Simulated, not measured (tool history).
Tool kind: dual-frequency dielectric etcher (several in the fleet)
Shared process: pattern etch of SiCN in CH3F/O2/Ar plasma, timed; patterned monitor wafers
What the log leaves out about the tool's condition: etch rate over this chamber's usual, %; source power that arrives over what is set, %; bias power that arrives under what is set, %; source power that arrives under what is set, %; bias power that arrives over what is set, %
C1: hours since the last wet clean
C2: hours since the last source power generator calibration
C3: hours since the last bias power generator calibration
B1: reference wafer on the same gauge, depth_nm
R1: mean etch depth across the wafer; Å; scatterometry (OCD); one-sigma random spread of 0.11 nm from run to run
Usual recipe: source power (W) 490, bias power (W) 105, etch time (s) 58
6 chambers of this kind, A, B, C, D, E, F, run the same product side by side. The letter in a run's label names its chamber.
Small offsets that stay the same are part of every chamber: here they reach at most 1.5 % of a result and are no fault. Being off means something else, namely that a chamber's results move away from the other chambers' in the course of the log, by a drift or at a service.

Run 1C, hour 6.7: usual settings; C1 484.4; C2 2542; C3 930.8; B1 23.6. Result: R1 266.74 Å.
Run 2D, hour 10.3: usual settings; C1 545.4; C2 1256.2; C3 229.7; B1 23.598. Result: R1 269.52 Å.
Run 3A, hour 17: usual settings; C1 352.4; C2 3547.6; C3 507.1; B1 23.609. Result: R1 267.61 Å.
Run 4F, hour 21.8: usual settings; C1 200.6; C2 2933.4; C3 832; B1 23.609. Result: R1 269.96 Å.
At hour 23.5: chamber A: source power generator calibrated.
Run 5B, hour 28.3: usual settings; C1 284; C2 2763.8; C3 5037; B1 23.589. Result: R1 272.11 Å.
Run 6E, hour 33.2: usual settings; C1 419.3; C2 718.6; C3 3143.6; B1 23.597. Result: R1 269.16 Å.
At hour 38.7: chamber E: wet clean of the chamber.
Run 7D, hour 39.4: usual settings but source power (W) 410; C1 574.5; C2 1285.3; C3 258.8; B1 23.603. Result: R1 253.63 Å.
Run 8A, hour 42.9: usual settings but source power (W) 410; C1 378.3; C2 19.5; C3 533; B1 23.598. Result: R1 251.77 Å.
At hour 46.2: chamber D: wet clean of the chamber.
Run 9B, hour 48.8: usual settings but source power (W) 410; C1 304.5; C2 2784.3; C3 5057.5; B1 23.594. Result: R1 253.7 Å.
Run 10C, hour 55.4: usual settings but source power (W) 410; C1 533.1; C2 2590.7; C3 979.5; B1 23.576. Result: R1 249.04 Å.
Run 11E, hour 63.3: usual settings but source power (W) 410; C1 24.7; C2 748.7; C3 3173.7; B1 23.596. Result: R1 251.37 Å.
Run 12F, hour 67.4: usual settings but source power (W) 410; C1 246.2; C2 2979; C3 877.6; B1 23.628. Result: R1 253.66 Å.
Run 13F, hour 75.5: usual settings; C1 254.3; C2 2987.1; C3 885.7; B1 23.587. Result: R1 269.44 Å.
Run 14D, hour 79.6: usual settings; C1 33.4; C2 1325.5; C3 299; B1 23.599. Result: R1 269.4 Å.
Run 15A, hour 85.5: usual settings; C1 420.9; C2 62.1; C3 575.6; B1 23.605. Result: R1 268.18 Å.
Run 16E, hour 91.4: usual settings; C1 52.8; C2 776.8; C3 3201.8; B1 23.629. Result: R1 267.33 Å.
Run 17B, hour 96: usual settings; C1 351.7; C2 2831.5; C3 5104.7; B1 23.601. Result: R1 269.83 Å.
Run 18C, hour 102.9: usual settings; C1 580.6; C2 2638.2; C3 1027; B1 23.598. Result: R1 268.19 Å.
Run 19A, hour 106.8: usual settings but source power (W) 600, etch time (s) 75; C1 442.2; C2 83.4; C3 596.9; B1 23.586. Result: R1 372.46 Å.
Run 20C, hour 114.5: usual settings but source power (W) 600, etch time (s) 75; C1 592.2; C2 2649.8; C3 1038.6; B1 23.607. Result: R1 371.49 Å.
Run 21B, hour 119.3: usual settings but source power (W) 600, etch time (s) 75; C1 375; C2 2854.8; C3 5128; B1 23.586. Result: R1 378.32 Å.
Run 22F, hour 127.5: usual settings but source power (W) 600, etch time (s) 75; C1 306.3; C2 3039.1; C3 937.7; B1 23.581. Result: R1 377.43 Å.
Run 23D, hour 131.7: usual settings but source power (W) 600, etch time (s) 75; C1 85.5; C2 1377.6; C3 351.1; B1 23.617. Result: R1 376.32 Å.
Run 24E, hour 136: usual settings but source power (W) 600, etch time (s) 75; C1 97.4; C2 821.4; C3 3246.4; B1 23.611. Result: R1 372.24 Å.
Run 25C, hour 140.6: usual settings; C1 618.3; C2 2675.9; C3 1064.7; B1 23.607. Result: R1 267.51 Å.
Run 26B, hour 145.6: usual settings; C1 401.3; C2 2881.1; C3 5154.3; B1 23.593. Result: R1 271.26 Å.
Run 27E, hour 152.3: usual settings but etch time (s) 73.5; C1 113.7; C2 837.7; C3 3262.7; B1 23.596. Result: R1 340.97 Å.
At hour 152.6: chamber F: wet clean of the chamber.
At hour 154: chamber B: wet clean of the chamber.
At hour 157.2: chamber B: bias power generator calibrated.
Run 28F, hour 159.9: usual settings but etch time (s) 73.5; C1 7.3; C2 3071.5; C3 970.1; B1 23.593. Result: R1 341.71 Å.
Run 29A, hour 165.4: usual settings but etch time (s) 73.5; C1 500.8; C2 142; C3 655.5; B1 23.589. Result: R1 339.74 Å.
At hour 169.7: chamber A: wet clean of the chamber.
Run 30D, hour 170.1: usual settings but etch time (s) 73.5; C1 123.9; C2 1416; C3 389.5; B1 23.596. Result: R1 344.69 Å.
At hour 171.2: chamber C: wet clean of the chamber.
Run 31E, hour 176.9: usual settings but etch time (s) 73.5; C1 138.3; C2 862.3; C3 3287.3; B1 23.615. Result: R1 340.58 Å.
Run 32A, hour 182.2: usual settings but etch time (s) 73.5; C1 12.6; C2 158.8; C3 672.3; B1 23.589. Result: R1 340.12 Å.
Run 33D, hour 185.8: usual settings; C1 139.6; C2 1431.7; C3 405.2; B1 23.6. Result: R1 271.98 Å.
Run 34B, hour 192.9: usual settings; C1 38.9; C2 2928.4; C3 35.8; B1 23.596. Result: R1 276 Å.
Run 35F, hour 198.6: usual settings; C1 46; C2 3110.2; C3 1008.8; B1 23.591. Result: R1 268.86 Å.
Run 36C, hour 203.1: usual settings; C1 32; C2 2738.4; C3 1127.2; B1 23.578. Result: R1 267.36 Å.
Run 37A, hour 208.6: usual settings; C1 39; C2 185.2; C3 698.7; B1 23.586. Result: R1 267.19 Å.
Run 38F, hour 215.6: usual settings; C1 63; C2 3127.2; C3 1025.8; B1 23.608. Result: R1 268.35 Å.
Run 39B, hour 223.3: usual settings; C1 69.3; C2 2958.8; C3 66.2; B1 23.621. Result: R1 277.62 Å.
Run 40C, hour 230.6: usual settings but source power (W) 420, bias power (W) 95; C1 59.5; C2 2765.9; C3 1154.7; B1 23.592. Result: R1 241.87 Å.
Run 41D, hour 238.7: usual settings but source power (W) 420, bias power (W) 95; C1 192.5; C2 1484.6; C3 458.1; B1 23.571. Result: R1 245.46 Å.
Run 42E, hour 242.7: usual settings but source power (W) 420, bias power (W) 95; C1 204.1; C2 928.1; C3 3353.1; B1 23.59. Result: R1 243.78 Å.
Run 43D, hour 247: usual settings but source power (W) 420, bias power (W) 95; C1 200.8; C2 1492.9; C3 466.4; B1 23.609. Result: R1 245.78 Å.

Next, all 6 chambers run the settings below, one line each with question marks for the results. What does each chamber give?
Run 44A, hour 252.9: usual settings but source power (W) 430. Result: R1 ?.
Run 44B, hour 252.9: usual settings but source power (W) 430. Result: R1 ?.
Run 44C, hour 252.9: usual settings but source power (W) 430. Result: R1 ?.
Run 44D, hour 252.9: usual settings but source power (W) 430. Result: R1 ?.
Run 44E, hour 252.9: usual settings but source power (W) 430. Result: R1 ?.
Run 44F, hour 252.9: usual settings but source power (W) 430. Result: R1 ?.

run      R1
44A  256.24
44B  263.33
44C   254.1
44D  258.46
44E  255.29
44F  256.71

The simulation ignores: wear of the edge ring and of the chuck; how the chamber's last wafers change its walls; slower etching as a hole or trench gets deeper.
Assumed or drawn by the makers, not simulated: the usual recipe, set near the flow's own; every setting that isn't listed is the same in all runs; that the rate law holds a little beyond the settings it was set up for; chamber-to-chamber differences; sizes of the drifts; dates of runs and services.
